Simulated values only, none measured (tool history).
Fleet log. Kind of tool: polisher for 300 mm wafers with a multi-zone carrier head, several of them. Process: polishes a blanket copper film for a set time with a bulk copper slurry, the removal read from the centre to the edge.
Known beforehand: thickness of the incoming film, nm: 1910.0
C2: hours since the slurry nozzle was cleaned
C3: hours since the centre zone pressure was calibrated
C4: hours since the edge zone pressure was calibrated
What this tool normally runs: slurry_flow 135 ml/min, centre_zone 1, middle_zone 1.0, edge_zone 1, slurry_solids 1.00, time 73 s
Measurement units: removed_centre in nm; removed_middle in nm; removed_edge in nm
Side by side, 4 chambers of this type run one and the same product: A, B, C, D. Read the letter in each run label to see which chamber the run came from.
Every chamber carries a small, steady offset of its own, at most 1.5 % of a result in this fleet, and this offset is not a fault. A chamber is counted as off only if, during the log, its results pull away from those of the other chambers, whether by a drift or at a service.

run 1C hour=5.8 | slurry_flow=135 centre_zone=1 middle_zone=1.0 edge_zone=1 slurry_solids=1.00 time=73 | wafers_polished_on_this_pad=805 C2=86.4 C3=1032.3 C4=963.5 | removed_centre=661.22 removed_middle=680.61 removed_edge=677.29
run 2A hour=16.9 | slurry_flow=135 centre_zone=1 middle_zone=1.0 edge_zone=1 slurry_solids=1.00 time=73 | wafers_polished_on_this_pad=392 C2=420.0 C3=218.4 C4=627.1 | removed_centre=637.28 removed_middle=667.47 removed_edge=668.46
-- hour=20.4 chamber C: worn pad replaced by a new one
run 3B hour=23.5 | slurry_flow=135 centre_zone=1 middle_zone=1.0 edge_zone=1 slurry_solids=1.00 time=73 | wafers_polished_on_this_pad=693 C2=573.0 C3=168.9 C4=875.7 | removed_centre=668.55 removed_middle=660.59 removed_edge=660.48
-- hour=30.2 chamber A: worn pad replaced by a new one
-- hour=32.1 chamber B: worn pad replaced by a new one
run 4D hour=33.8 | slurry_flow=135 centre_zone=1 middle_zone=1.0 edge_zone=1 slurry_solids=1.00 time=73 | wafers_polished_on_this_pad=656 C2=173.4 C3=616.0 C4=863.0 | removed_centre=659.17 removed_middle=650.81 removed_edge=658.72
-- hour=36.5 chamber B: slurry nozzle cleaned
-- hour=37.9 chamber D: worn pad replaced by a new one
run 5D hour=44.5 | slurry_flow=135 centre_zone=1 middle_zone=1.0 edge_zone=1 slurry_solids=1.00 time=73 | wafers_polished_on_this_pad=83 C2=184.1 C3=626.7 C4=873.7 | removed_centre=661.41 removed_middle=670.86 removed_edge=664.61
run 6B hour=54.5 | slurry_flow=135 centre_zone=1 middle_zone=1.0 edge_zone=1 slurry_solids=1.00 time=73 | wafers_polished_on_this_pad=283 C2=18.1 C3=199.9 C4=906.7 | removed_centre=668.59 removed_middle=667.50 removed_edge=663.17
run 7C hour=64.7 | slurry_flow=135 centre_zone=1 middle_zone=1.0 edge_zone=1 slurry_solids=1.00 time=73 | wafers_polished_on_this_pad=560 C2=145.3 C3=1091.2 C4=1022.4 | removed_centre=656.67 removed_middle=675.23 removed_edge=664.53
run 8A hour=71.8 | slurry_flow=135 centre_zone=1 middle_zone=1.0 edge_zone=1 slurry_solids=1.00 time=73 | wafers_polished_on_this_pad=526 C2=474.9 C3=273.3 C4=682.0 | removed_centre=671.04 removed_middle=668.91 removed_edge=668.71
run 9D hour=77.4 | slurry_flow=135 centre_zone=1 middle_zone=1.0 edge_zone=1 slurry_solids=1.00 time=73 | wafers_polished_on_this_pad=499 C2=217.0 C3=659.6 C4=906.6 | removed_centre=662.43 removed_middle=656.10 removed_edge=657.47
-- hour=78.7 chamber A: worn pad replaced by a new one
-- hour=79.5 chamber D: centre zone pressure recalibrated
run 10C hour=83.9 | slurry_flow=135 centre_zone=1 middle_zone=1.0 edge_zone=1 slurry_solids=1.00 time=73 | wafers_polished_on_this_pad=803 C2=164.5 C3=1110.4 C4=1041.6 | removed_centre=672.16 removed_middle=672.62 removed_edge=672.73
-- hour=84.5 chamber B: worn pad replaced by a new one
-- hour=86.1 chamber D: worn pad replaced by a new one
run 11A hour=95.6 | slurry_flow=135 centre_zone=1 middle_zone=0.9 edge_zone=1 slurry_solids=1.00 time=61 | wafers_polished_on_this_pad=214 C2=498.7 C3=297.1 C4=705.8 | removed_centre=550.48 removed_middle=510.99 removed_edge=559.72
-- hour=99.1 chamber C: centre zone pressure recalibrated
-- hour=99.5 chamber C: worn pad replaced by a new one
run 12B hour=103.4 | slurry_flow=135 centre_zone=1 middle_zone=0.9 edge_zone=1 slurry_solids=1.00 time=61 | wafers_polished_on_this_pad=239 C2=67.0 C3=248.8 C4=955.6 | removed_centre=572.86 removed_middle=507.47 removed_edge=554.98
run 13C hour=112.5 | slurry_flow=135 centre_zone=1 middle_zone=0.9 edge_zone=1 slurry_solids=1.00 time=61 | wafers_polished_on_this_pad=164 C2=193.1 C3=13.4 C4=1070.2 | removed_centre=563.21 removed_middle=513.31 removed_edge=556.04
-- hour=116.4 chamber A: worn pad replaced by a new one
run 14B hour=123.7 | slurry_flow=135 centre_zone=1 middle_zone=0.9 edge_zone=1 slurry_solids=1.00 time=61 | wafers_polished_on_this_pad=495 C2=87.3 C3=269.1 C4=975.9 | removed_centre=554.91 removed_middle=507.57 removed_edge=549.79
run 15A hour=136.1 | slurry_flow=135 centre_zone=1 middle_zone=1.0 edge_zone=1 slurry_solids=1.15 time=56 | wafers_polished_on_this_pad=249 C2=539.2 C3=337.6 C4=746.3 | removed_centre=523.51 removed_middle=523.96 removed_edge=530.75
-- hour=141.2 chamber D: edge zone pressure recalibrated
-- hour=141.3 chamber D: worn pad replaced by a new one
run 16D hour=142.9 | slurry_flow=135 centre_zone=1 middle_zone=1.0 edge_zone=1 slurry_solids=1.15 time=56 | wafers_polished_on_this_pad=20 C2=282.5 C3=63.4 C4=1.8 | removed_centre=477.50 removed_middle=529.03 removed_edge=518.73
run 17C hour=149.3 | slurry_flow=135 centre_zone=1 middle_zone=1.0 edge_zone=1 slurry_solids=1.15 time=56 | wafers_polished_on_this_pad=629 C2=229.9 C3=50.2 C4=1107.0 | removed_centre=533.30 removed_middle=529.66 removed_edge=530.93
-- hour=151.1 chamber B: worn pad replaced by a new one
run 18D hour=156.7 | slurry_flow=135 centre_zone=1 middle_zone=1.0 edge_zone=1 slurry_solids=1.15 time=56 | wafers_polished_on_this_pad=194 C2=296.3 C3=77.2 C4=15.6 | removed_centre=477.01 removed_middle=529.36 removed_edge=522.60
-- hour=158.7 chamber A: worn pad replaced by a new one
run 19B hour=165.4 | slurry_flow=135 centre_zone=1 middle_zone=1.0 edge_zone=1 slurry_solids=1.00 time=73 | wafers_polished_on_this_pad=181 C2=129.0 C3=310.8 C4=1017.6 | removed_centre=673.44 removed_middle=668.22 removed_edge=662.23
run 20A hour=174.9 | slurry_flow=135 centre_zone=1 middle_zone=1.0 edge_zone=1 slurry_solids=1.00 time=73 | wafers_polished_on_this_pad=205 C2=578.0 C3=376.4 C4=785.1 | removed_centre=657.78 removed_middle=671.23 removed_edge=659.86
-- hour=184.6 chamber C: worn pad replaced by a new one
-- hour=185.2 chamber D: worn pad replaced by a new one
run 21C hour=187.5 | slurry_flow=135 centre_zone=1 middle_zone=1.0 edge_zone=1 slurry_solids=1.00 time=73 | wafers_polished_on_this_pad=37 C2=268.1 C3=88.4 C4=1145.2 | removed_centre=673.26 removed_middle=672.96 removed_edge=670.44
-- hour=196.4 chamber A: worn pad replaced by a new one
run 22A hour=199.5 | slurry_flow=135 centre_zone=1 middle_zone=1.0 edge_zone=1 slurry_solids=1.00 time=73 | wafers_polished_on_this_pad=40 C2=602.6 C3=401.0 C4=809.7 | removed_centre=665.72 removed_middle=675.26 removed_edge=665.63
-- hour=205.9 chamber B: worn pad replaced by a new one
run 23D hour=208.9 | slurry_flow=135 centre_zone=1 middle_zone=1.0 edge_zone=1 slurry_solids=1.00 time=73 | wafers_polished_on_this_pad=299 C2=348.5 C3=129.4 C4=67.8 | removed_centre=589.47 removed_middle=662.64 removed_edge=658.55
run 24B hour=214.7 | slurry_flow=135 centre_zone=1 middle_zone=1.0 edge_zone=1 slurry_solids=1.00 time=73 | wafers_polished_on_this_pad=112 C2=178.3 C3=360.1 C4=1066.9 | removed_centre=672.16 removed_middle=671.64 removed_edge=662.10

Each of the 4 chambers runs these same settings next. Fill in every chamber's results:
run 25A hour=223.9 | slurry_flow=135 centre_zone=1 middle_zone=1.0 edge_zone=1 slurry_solids=0.85 time=73 | removed_centre=? removed_middle=? removed_edge=?
run 25B hour=223.9 | slurry_flow=135 centre_zone=1 middle_zone=1.0 edge_zone=1 slurry_solids=0.85 time=73 | removed_centre=? removed_middle=? removed_edge=?
run 25C hour=223.9 | slurry_flow=135 centre_zone=1 middle_zone=1.0 edge_zone=1 slurry_solids=0.85 time=73 | removed_centre=? removed_middle=? removed_edge=?
run 25D hour=223.9 | slurry_flow=135 centre_zone=1 middle_zone=1.0 edge_zone=1 slurry_solids=0.85 time=73 | removed_centre=? removed_middle=? removed_edge=?

run=25A removed_centre=626.11 removed_middle=637.91 removed_edge=651.05
run=25B removed_centre=638.24 removed_middle=648.42 removed_edge=643.56
run=25C removed_centre=650.71 removed_middle=654.99 removed_edge=651.77
run=25D removed_centre=572.20 removed_middle=633.62 removed_edge=635.11
